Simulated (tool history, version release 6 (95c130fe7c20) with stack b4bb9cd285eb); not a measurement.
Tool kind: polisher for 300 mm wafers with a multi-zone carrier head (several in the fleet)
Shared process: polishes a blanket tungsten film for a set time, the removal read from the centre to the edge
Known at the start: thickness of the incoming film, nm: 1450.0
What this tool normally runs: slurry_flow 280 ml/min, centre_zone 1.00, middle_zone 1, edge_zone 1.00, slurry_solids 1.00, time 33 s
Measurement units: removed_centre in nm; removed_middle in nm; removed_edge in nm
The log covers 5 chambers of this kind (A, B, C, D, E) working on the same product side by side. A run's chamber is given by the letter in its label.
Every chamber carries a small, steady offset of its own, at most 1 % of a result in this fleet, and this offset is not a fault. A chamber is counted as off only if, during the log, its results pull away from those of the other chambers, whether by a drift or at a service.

run	hour	slurry_flow	centre_zone	middle_zone	edge_zone	slurry_solids	time	removed_centre	removed_middle	removed_edge
# hour 1.5: chamber C: worn pad replaced by a new one
1D	13.8	280	1.00	1	1.00	1.00	33	224.01	221.66	221.28
2C	25.5	280	1.00	1	1.00	1.00	33	218.60	217.85	223.31
# hour 30.8: chamber A: worn pad replaced by a new one
3E	31.6	280	1.00	1	1.00	1.00	33	228.48	222.30	220.89
4A	43.2	280	1.00	1	1.00	1.00	33	220.42	222.99	225.11
5B	49.5	280	1.00	1	1.00	1.00	33	222.77	221.72	221.52
6C	63.1	280	1.00	1	1.00	1.00	33	223.45	222.47	223.10
7B	75.8	280	1.00	1	1.00	1.00	33	221.70	224.77	224.78
# hour 76.8: chamber B: edge zone pressure recalibrated
8A	88.3	280	1.00	1	1.00	1.00	33	219.45	222.23	224.66
# hour 89.2: chamber A: centre zone pressure recalibrated
# hour 92.3: chamber A: slurry nozzle cleaned
# hour 97.8: chamber C: worn pad replaced by a new one
9E	101.2	280	1.00	1	1.00	1.00	33	225.17	219.56	223.66
# hour 102.5: chamber D: worn pad replaced by a new one
# hour 105.9: chamber E: worn pad replaced by a new one
# hour 110.6: chamber E: centre zone pressure recalibrated
# hour 110.9: chamber B: worn pad replaced by a new one
10D	114.1	280	1.00	1	1.00	1.00	33	222.59	225.48	223.27
# hour 114.8: chamber B: centre zone pressure recalibrated
11D	126.6	280	1.00	1	1.00	1.00	33	222.71	221.86	217.15
12C	134.9	280	1.00	1	1.00	1.15	33	221.98	230.78	233.55
# hour 139.0: chamber A: worn pad replaced by a new one
13B	145.4	280	1.00	1	1.00	1.15	33	230.68	226.37	227.85
14E	155.6	280	1.00	1	1.00	1.15	33	236.54	234.68	226.09
# hour 161.7: chamber C: slurry nozzle cleaned
15A	162.9	280	1.00	1	1.00	1.15	33	234.08	230.08	231.89
16B	171.7	280	1.00	1	1.00	1.15	33	226.41	228.37	231.20
17C	184.3	280	1.00	1	1.00	1.00	33	218.52	222.60	219.20
# hour 193.3: chamber D: worn pad replaced by a new one
18E	197.1	200	1.05	1	1.00	1.00	33	224.40	213.56	213.68
# hour 199.3: chamber C: worn pad replaced by a new one
19A	205.2	200	1.05	1	1.00	1.00	33	227.02	212.35	214.90
# hour 209.4: chamber E: slurry nozzle cleaned
20D	217.3	200	1.05	1	1.00	1.00	33	220.88	214.74	212.24
21C	224.8	200	1.05	1	1.00	1.00	33	220.11	214.77	218.06
# hour 226.8: chamber E: worn pad replaced by a new one
22E	233.1	200	1.05	1	1.00	1.00	33	225.29	213.05	215.08
23B	242.4	280	1.00	1	1.00	1.00	33	220.32	221.88	222.74
# hour 243.3: chamber B: worn pad replaced by a new one
24A	249.9	280	1.00	1	1.00	1.00	33	222.97	218.03	224.57
# hour 251.2: chamber A: worn pad replaced by a new one
# hour 258.0: chamber B: slurry nozzle cleaned
25D	259.4	280	1.00	1	1.00	1.00	33	223.17	220.45	219.46
26A	266.6	280	1.00	1	1.00	1.00	33	222.04	222.52	225.09
27D	277.6	280	1.00	1	1.00	1.00	33	222.15	222.26	220.92
28E	288.3	280	1.00	1	1.00	1.00	33	222.76	223.20	223.57
29B	300.5	280	1.00	1	1.00	1.00	33	218.34	220.18	221.13
30C	306.9	280	1.00	1	1.00	1.00	33	221.55	223.76	221.95
# hour 309.6: chamber D: worn pad replaced by a new one
# hour 316.7: chamber C: worn pad replaced by a new one
31B	318.5	280	1.00	1	1.00	1.00	33	225.80	222.77	223.27
32D	328.5	280	1.00	1	1.00	1.00	33	223.09	218.37	221.96
33E	340.4	280	1.00	1	1.00	1.00	33	225.22	225.00	220.47
34A	352.9	280	1.00	1	1.00	1.00	33	213.17	223.48	222.84
35C	361.4	280	1.00	1	1.00	1.00	33	221.49	220.16	220.75

Next, all 5 chambers run the settings below, one line each with question marks for the results. What does each chamber give?
36A	371.4	280	1.00	1	1.11	1.00	33	?	?	?
36B	371.4	280	1.00	1	1.11	1.00	33	?	?	?
36C	371.4	280	1.00	1	1.11	1.00	33	?	?	?
36D	371.4	280	1.00	1	1.11	1.00	33	?	?	?
36E	371.4	280	1.00	1	1.11	1.00	33	?	?	?

run	removed_centre	removed_middle	removed_edge
36A	218.19	219.04	233.69
36B	221.97	221.70	239.05
36C	215.85	223.81	235.55
36D	222.25	220.74	238.02
36E	224.98	223.08	236.26

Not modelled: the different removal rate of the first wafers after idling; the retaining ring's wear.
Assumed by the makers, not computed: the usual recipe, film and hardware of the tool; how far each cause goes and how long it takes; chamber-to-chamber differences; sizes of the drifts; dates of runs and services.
